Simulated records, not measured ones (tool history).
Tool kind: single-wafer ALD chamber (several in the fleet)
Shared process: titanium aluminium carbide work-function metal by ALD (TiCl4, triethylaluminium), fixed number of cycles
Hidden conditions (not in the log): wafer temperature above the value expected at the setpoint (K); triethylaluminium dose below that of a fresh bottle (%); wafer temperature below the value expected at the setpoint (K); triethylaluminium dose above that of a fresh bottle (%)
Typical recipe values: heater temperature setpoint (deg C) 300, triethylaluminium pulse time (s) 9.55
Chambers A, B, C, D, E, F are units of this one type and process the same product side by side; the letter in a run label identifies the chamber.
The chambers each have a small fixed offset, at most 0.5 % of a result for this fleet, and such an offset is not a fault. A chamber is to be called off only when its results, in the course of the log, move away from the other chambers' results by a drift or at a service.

run,hour,heater temperature setpoint (deg C),triethylaluminium pulse time (s),hours since the last thermocouple change,hours since the last triethylaluminium bottle change,"read-back reference wafer on the same gauge, thickness_nm",mean film thickness on the monitor wafer (Å)
1E,10.1,300,9.55,567.8,559.1,1.7890,19.934
2A,25.8,300,9.55,1673.9,86.4,1.7897,19.860
3D,32.8,300,9.55,944.4,1249.0,1.7904,19.907
4C,47.3,300,9.55,491.3,532.4,1.7890,19.835
5F,58.0,300,9.55,1480.1,189.4,1.7913,19.864
6B,67.1,300,9.55,372.7,1215.3,1.7891,19.954
7F,80.6,300,9.55,1502.7,212.0,1.7898,19.826
8D,93.8,300,9.55,1005.4,1310.0,1.7888,19.906
9B,107.2,300,9.55,412.8,1255.4,1.7899,19.985
10A,119.3,294,11.60,1767.4,179.9,1.7890,19.715
11E,130.5,294,11.60,688.2,679.5,1.7900,19.872
12C,143.2,294,11.60,587.2,628.3,1.7904,19.625
13B,157.1,294,11.60,462.7,1305.3,1.7900,19.632
14C,166.0,294,11.60,610.0,651.1,1.7903,19.593
15F,180.3,294,11.60,1602.4,311.7,1.7891,19.611
16A,189.4,300,9.55,1837.5,250.0,1.7903,19.897
17E,199.4,300,9.55,757.1,748.4,1.7890,19.989
18D,212.9,300,9.55,1124.5,1429.1,1.7896,19.897
19F,228.7,300,9.55,1650.8,360.1,1.7900,19.817
20C,235.9,300,9.55,679.9,721.0,1.7899,19.640
21E,246.4,300,9.55,804.1,795.4,1.7894,19.987
22A,253.5,300,9.55,1901.6,314.1,1.7893,19.835
23D,265.7,300,9.55,1177.3,1481.9,1.7896,19.926
24B,277.1,300,9.55,582.7,1425.3,1.7901,19.860
25F,287.9,300,9.55,1710.0,419.3,1.7902,19.782
26E,295.1,300,9.55,852.8,844.1,1.7893,19.986
27B,310.9,300,9.55,616.5,1459.1,1.7891,19.882
# hour 319.6: chamber A: thermocouple changed; heater temperature recalibrated
28C,322.5,300,9.55,766.5,807.6,1.7886,19.411
29D,335.3,300,9.55,1246.9,1551.5,1.7901,19.903
30A,350.9,305,9.55,31.3,411.5,1.7891,20.250
31C,362.5,305,9.55,806.5,847.6,1.7898,19.644
32E,377.1,305,9.55,934.8,926.1,1.7893,20.416
33B,391.8,305,9.55,697.4,1540.0,1.7902,20.299
34F,402.6,305,9.55,1824.7,534.0,1.7893,20.157
35A,418.1,305,9.55,98.5,478.7,1.7913,20.287
36D,433.0,300,9.55,1344.6,1649.2,1.7902,19.899

One chamber off, gauge drift, or nothing amiss beyond the chambers' own small offsets? If it is a chamber, which one, and what is the likeliest cause?

It is chamber C that slowly wanders off from its peers.
What lies behind it: triethylaluminium dose below that of a fresh bottle (%) = 19.5.

Chamber C could run next with any of the 4 candidate recipes listed below; each alters the usual settings, and their results appear as question marks. Which one brings its results back in line with what the other chambers deliver on the usual settings?
A result is in line if it is within this distance of the other chambers' mean on the usual settings: mean film thickness on the monitor wafer (Å) 0.170
37C-1,444.2,297,8.47,,,,?
37C-2,444.2,297,9.55,,,,?
37C-3,444.2,304,10.73,,,,?
37C-4,444.2,300,10.17,,,,?

What the other chambers average on the usual settings: mean film thickness on the monitor wafer (Å) 19.878
run,mean film thickness on the monitor wafer (Å)
37C-1,18.304
37C-2,18.832
37C-3,19.843
37C-4,19.320
37C-3 is the one that brings the chamber's results back in line with the other chambers.
